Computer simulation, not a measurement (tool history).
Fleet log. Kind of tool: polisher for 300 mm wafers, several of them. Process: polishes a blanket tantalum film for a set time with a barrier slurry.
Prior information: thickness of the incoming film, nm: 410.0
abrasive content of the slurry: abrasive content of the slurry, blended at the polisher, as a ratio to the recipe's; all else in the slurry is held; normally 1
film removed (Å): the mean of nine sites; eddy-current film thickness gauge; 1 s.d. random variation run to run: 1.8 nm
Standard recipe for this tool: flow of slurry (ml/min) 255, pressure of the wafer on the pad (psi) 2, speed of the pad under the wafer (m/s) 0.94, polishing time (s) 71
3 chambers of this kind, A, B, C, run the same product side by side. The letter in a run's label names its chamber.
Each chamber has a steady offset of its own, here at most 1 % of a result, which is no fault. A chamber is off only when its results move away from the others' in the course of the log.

run,hour,flow of slurry (ml/min),pressure of the wafer on the pad (psi),speed of the pad under the wafer (m/s),abrasive content of the slurry,polishing time (s),film removed (Å)
1B,5.5,255,2,0.94,1,71,1287
2A,9.4,255,2,0.94,1,71,1270.4
3C,14.7,255,2,0.94,1,71,1243.6
4C,19.7,255,2,0.94,1,71,1290
5B,24,255,2,0.94,1,71,1263.7
# hour 27.4: chamber C: worn pad replaced by a new one
6A,27.8,255,2,0.94,1,71,1260
7B,32.1,320,2,1.06,1,71,1452.6
8A,35.5,320,2,1.06,1,71,1474.7
9C,41.6,320,2,1.06,1,71,1442.1
# hour 43: chamber A: slurry nozzle cleaned
# hour 45.6: chamber B: slurry blender recalibrated
10C,46.8,255,2,0.94,0.8,58,967.97
# hour 48.2: chamber A: slurry blender recalibrated
11B,52.7,255,2,0.94,0.8,58,949.14
12A,57.8,255,2,0.94,0.8,58,978.18
13A,62.3,255,2,0.94,1,71,1262.7
14B,66.1,335,2,1.1,1,71,1534.9
15C,71.1,335,2,1.1,1,71,1583.8
16A,77.2,335,2,1.1,1,71,1533.2
# hour 78.9: chamber B: worn pad replaced by a new one
17C,81.1,255,2,0.94,1,71,1268.7
# hour 83.6: chamber C: head pressure recalibrated
18B,86.8,295,1.6,0.94,1,71,1029.6
19C,90.9,295,1.6,0.94,1,71,1125.2
20B,94,295,1.6,0.94,1,71,1009.8
21A,96.7,255,2,0.94,1,71,1291.6
22A,99.5,255,2,0.94,1,71,1271.8
23C,103.7,255,2,0.94,1,71,1389.5
24B,106.7,255,2,0.94,1,71,1252.9
25B,112.4,255,2,0.94,1,71,1302.1
26C,116.9,215,2,0.94,1,71,1353
27A,120.7,215,2,0.94,1,71,1262.8
28A,126.1,215,2,0.94,1,71,1236.3
29B,128.7,255,2,0.94,1,71,1278.8
30C,132,255,2,0.94,1,71,1390.8
31B,135.1,255,2,0.94,1,71,1272
# hour 136.6: chamber B: slurry nozzle cleaned
32C,137.9,255,2,0.94,1,71,1390.4
# hour 139: chamber C: slurry blender recalibrated
33A,141.8,255,2,0.94,1,71,1278.5
34A,145.7,255,2,0.94,1,71,1276.1
35C,150.9,255,2,0.94,1,71,1393.5
36B,154.7,255,2,0.94,1,71,1259.4
# hour 155.9: chamber A: worn pad replaced by a new one
37A,159.9,255,2,0.94,1,71,1270.9

Next, all 3 chambers run the settings below, one line each with question marks for the results. What does each chamber give?
38A,164.3,180,2,0.94,1,71,?
38B,164.3,180,2,0.94,1,71,?
38C,164.3,180,2,0.94,1,71,?

run,film removed (Å)
38A,1225.8
38B,1234.6
38C,1323.9

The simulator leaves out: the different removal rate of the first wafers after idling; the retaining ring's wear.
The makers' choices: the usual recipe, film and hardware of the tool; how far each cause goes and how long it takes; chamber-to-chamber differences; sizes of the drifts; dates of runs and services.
